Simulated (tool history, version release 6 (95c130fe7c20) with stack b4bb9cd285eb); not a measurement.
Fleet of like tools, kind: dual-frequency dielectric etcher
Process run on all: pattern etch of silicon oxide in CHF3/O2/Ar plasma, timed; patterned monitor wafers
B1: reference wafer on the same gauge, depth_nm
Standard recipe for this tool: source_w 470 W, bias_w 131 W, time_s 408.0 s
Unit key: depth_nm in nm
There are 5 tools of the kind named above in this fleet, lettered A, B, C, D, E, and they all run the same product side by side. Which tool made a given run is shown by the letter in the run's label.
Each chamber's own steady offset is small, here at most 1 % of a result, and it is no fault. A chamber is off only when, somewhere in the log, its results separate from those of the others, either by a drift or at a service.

Run 1A, day 0.250: usual settings; B1 787.37. Result: depth_nm 668.67 nm.
Run 2B, day 0.392: usual settings; B1 786.97. Result: depth_nm 663.64 nm.
At day 0.621: chamber B: wet clean of the chamber.
Run 3E, day 0.650: usual settings; B1 787.12. Result: depth_nm 659.27 nm.
Run 4D, day 0.929: usual settings; B1 787.45. Result: depth_nm 658.01 nm.
Run 5C, day 1.200: usual settings; B1 787.44. Result: depth_nm 667.49 nm.
Run 6D, day 1.396: usual settings; B1 787.66. Result: depth_nm 659.26 nm.
Run 7B, day 1.538: usual settings; B1 787.53. Result: depth_nm 662.73 nm.
Run 8E, day 1.783: usual settings; B1 787.49. Result: depth_nm 660.30 nm.
Run 9A, day 2.025: usual settings but time_s 330.0 s; B1 787.77. Result: depth_nm 539.70 nm.
Run 10C, day 2.317: usual settings but time_s 330.0 s; B1 788.17. Result: depth_nm 539.33 nm.
Run 11A, day 2.562: usual settings but time_s 330.0 s; B1 787.79. Result: depth_nm 540.38 nm.
Run 12C, day 2.808: usual settings but time_s 330.0 s; B1 788.28. Result: depth_nm 540.51 nm.
Run 13B, day 3.079: usual settings but time_s 330.0 s; B1 788.50. Result: depth_nm 538.39 nm.
Run 14D, day 3.329: usual settings; B1 788.77. Result: depth_nm 658.66 nm.
Run 15E, day 3.612: usual settings; B1 788.76. Result: depth_nm 662.96 nm.
Run 16E, day 3.788: usual settings; B1 788.81. Result: depth_nm 660.38 nm.
Run 17B, day 3.992: usual settings; B1 789.01. Result: depth_nm 665.51 nm.
Run 18A, day 4.267: usual settings; B1 789.34. Result: depth_nm 668.62 nm.
Run 19C, day 4.517: usual settings; B1 789.02. Result: depth_nm 668.73 nm.
Run 20D, day 4.817: usual settings; B1 789.65. Result: depth_nm 659.30 nm.
Run 21A, day 5.038: usual settings; B1 789.61. Result: depth_nm 668.48 nm.
Run 22E, day 5.292: usual settings; B1 789.32. Result: depth_nm 661.15 nm.
Run 23D, day 5.538: usual settings; B1 789.79. Result: depth_nm 661.61 nm.
Run 24B, day 5.742: usual settings; B1 789.72. Result: depth_nm 667.10 nm.
Run 25C, day 6.029: usual settings; B1 790.12. Result: depth_nm 667.61 nm.
Run 26E, day 6.246: usual settings but source_w 570 W, time_s 315.5 s; B1 789.58. Result: depth_nm 551.90 nm.
Run 27A, day 6.500: usual settings but source_w 570 W, time_s 315.5 s; B1 790.16. Result: depth_nm 558.72 nm.
Run 28C, day 6.692: usual settings but source_w 570 W, time_s 315.5 s; B1 790.28. Result: depth_nm 558.26 nm.
Run 29B, day 6.904: usual settings but source_w 570 W, time_s 315.5 s; B1 790.30. Result: depth_nm 555.86 nm.
Run 30D, day 7.062: usual settings but source_w 570 W, time_s 315.5 s; B1 790.42. Result: depth_nm 553.01 nm.
Run 31B, day 7.233: usual settings; B1 790.35. Result: depth_nm 667.64 nm.
Run 32C, day 7.483: usual settings; B1 790.57. Result: depth_nm 668.83 nm.
Run 33A, day 7.625: usual settings; B1 790.45. Result: depth_nm 668.04 nm.
At day 7.721: chamber C: wet clean of the chamber.
Run 34E, day 7.800: usual settings; B1 790.85. Result: depth_nm 660.81 nm.
Run 35D, day 7.946: usual settings; B1 790.84. Result: depth_nm 661.60 nm.
Run 36E, day 8.158: usual settings; B1 791.06. Result: depth_nm 662.91 nm.
Run 37D, day 8.425: usual settings; B1 791.29. Result: depth_nm 660.61 nm.
Run 38C, day 8.650: usual settings; B1 791.05. Result: depth_nm 669.84 nm.
Run 39B, day 8.808: usual settings; B1 791.19. Result: depth_nm 667.24 nm.
Run 40A, day 9.071: usual settings; B1 791.49. Result: depth_nm 669.73 nm.
Run 41C, day 9.283: usual settings; B1 791.27. Result: depth_nm 671.31 nm.
Run 42A, day 9.438: usual settings; B1 791.66. Result: depth_nm 672.38 nm.
Run 43E, day 9.733: usual settings; B1 791.43. Result: depth_nm 663.62 nm.
Run 44B, day 9.942: usual settings; B1 791.52. Result: depth_nm 670.55 nm.

Decide between three cases: one chamber stands off from its peers, the gauge reading all wafers drifts, or nothing is wrong past each chamber's small offset. Where a chamber is off, say which and what most likely put it there.

The gauge drifts, so all chambers seem to drift together. No chamber is off.
What lies behind it: gauge reads high (%) = 0.62.

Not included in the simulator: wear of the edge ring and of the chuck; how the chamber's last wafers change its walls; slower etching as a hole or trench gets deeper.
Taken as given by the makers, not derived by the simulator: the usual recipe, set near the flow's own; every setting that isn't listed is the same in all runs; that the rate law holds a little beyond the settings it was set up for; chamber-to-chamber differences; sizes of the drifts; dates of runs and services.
